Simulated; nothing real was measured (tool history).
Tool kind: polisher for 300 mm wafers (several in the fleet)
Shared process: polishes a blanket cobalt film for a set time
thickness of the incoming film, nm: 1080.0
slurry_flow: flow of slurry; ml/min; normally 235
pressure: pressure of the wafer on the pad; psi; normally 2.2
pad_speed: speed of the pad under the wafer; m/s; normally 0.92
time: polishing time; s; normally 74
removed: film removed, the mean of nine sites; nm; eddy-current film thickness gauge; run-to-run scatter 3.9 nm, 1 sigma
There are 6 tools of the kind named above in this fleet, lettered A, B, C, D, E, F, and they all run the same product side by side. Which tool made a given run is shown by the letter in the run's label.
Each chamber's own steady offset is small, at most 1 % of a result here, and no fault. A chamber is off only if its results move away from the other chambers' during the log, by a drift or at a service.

run,hour,slurry_flow,pressure,pad_speed,time,removed
1B,2.5,235,2.2,0.92,74,335.69
2E,5.5,235,2.2,0.92,74,335.83
3A,8.5,235,2.2,0.92,74,330.3
4C,10.8,235,2.2,0.92,74,335.69
5F,14.2,235,2.2,0.92,74,333.46
6D,17.8,235,2.2,0.92,74,328.24
# hour 20.8: chamber C: worn pad replaced by a new one
7C,22.8,235,2.2,0.92,74,339.65
8F,27.1,235,2.2,0.92,90,408.88
9E,30.6,235,2.2,0.92,90,411.02
10B,33.1,235,2.2,0.92,90,400.04
# hour 37.1: chamber D: worn pad replaced by a new one
# hour 37.8: chamber C: head pressure recalibrated
11A,38,235,2.2,0.92,90,404.55
12D,42.4,235,2.2,0.92,90,409.44
13F,47.3,235,2.2,0.92,90,410.01
14E,51.3,235,2.2,0.92,74,333.06
15A,55.5,235,2.2,0.92,74,339.36
# hour 55.9: chamber B: worn pad replaced by a new one
16B,59.7,235,2.2,0.92,74,331.3
17C,62.8,235,2.2,0.92,74,328.65
18D,65.4,185,2.2,0.92,57,247.7
19E,68.5,185,2.2,0.92,57,242.99
20B,71.8,185,2.2,0.92,57,246.02
21D,75,185,2.2,0.92,57,251.79
22C,79.1,185,2.2,0.92,57,245.74
23F,81.7,185,2.2,0.92,57,248.25
24A,85.3,235,2.2,0.92,74,338.25
25B,88.3,235,2.2,0.92,74,329.4
26A,91.9,235,2.2,0.92,74,336.28
27C,95.1,235,2.2,0.92,74,334.53
28D,99.4,235,2.2,0.92,74,333.81
29E,103.6,165,2.2,0.92,96,398.92
30F,108,165,2.2,0.92,96,414.09
31D,112.2,165,2.2,0.92,96,415.16
32B,116.5,165,2.2,0.92,96,408.3
# hour 119.1: chamber C: worn pad replaced by a new one
33C,120.8,165,2.2,0.92,96,413.98
34A,124.7,165,2.2,0.92,96,407.38
35F,127.2,235,2.2,0.92,74,335.98
36E,130.4,235,2.2,0.92,74,318.93
37E,133.6,235,2.2,0.92,74,314.07
38A,138.1,235,2.2,0.92,74,332.65

Decide between three cases: one chamber stands off from its peers, the gauge reading all wafers drifts, or nothing is wrong past each chamber's small offset. Where a chamber is off, say which and what most likely put it there.

Little by little, chamber E moves away from the other chambers.
Likeliest cause: removal rate lost through wear of the pad, % = 7.19.
It could be hard to tell apart here from: slurry flow missing at the pad, %; head's pressure below its setpoint, %.

Which of the 4 candidates below, each the usual settings with something changed and its results left as question marks, puts chamber E back in line with what the other chambers give on the usual settings?
Allowed miss from the other chambers' usual-settings mean, per result, to count as in line: removed 14 nm
39E-1,141.7,235,2.1,0.92,72,?
39E-2,141.7,235,2.1,0.88,71,?
39E-3,141.7,235,2.2,0.92,78,?
39E-4,141.7,235,2.3,0.96,77,?

On the usual settings, the other chambers give on average: removed 332.93 nm
run,removed
39E-1,291.65
39E-2,274.91
39E-3,331.24
39E-4,357.17
Change 39E-3 lands the chamber within the allowed miss of the other chambers.
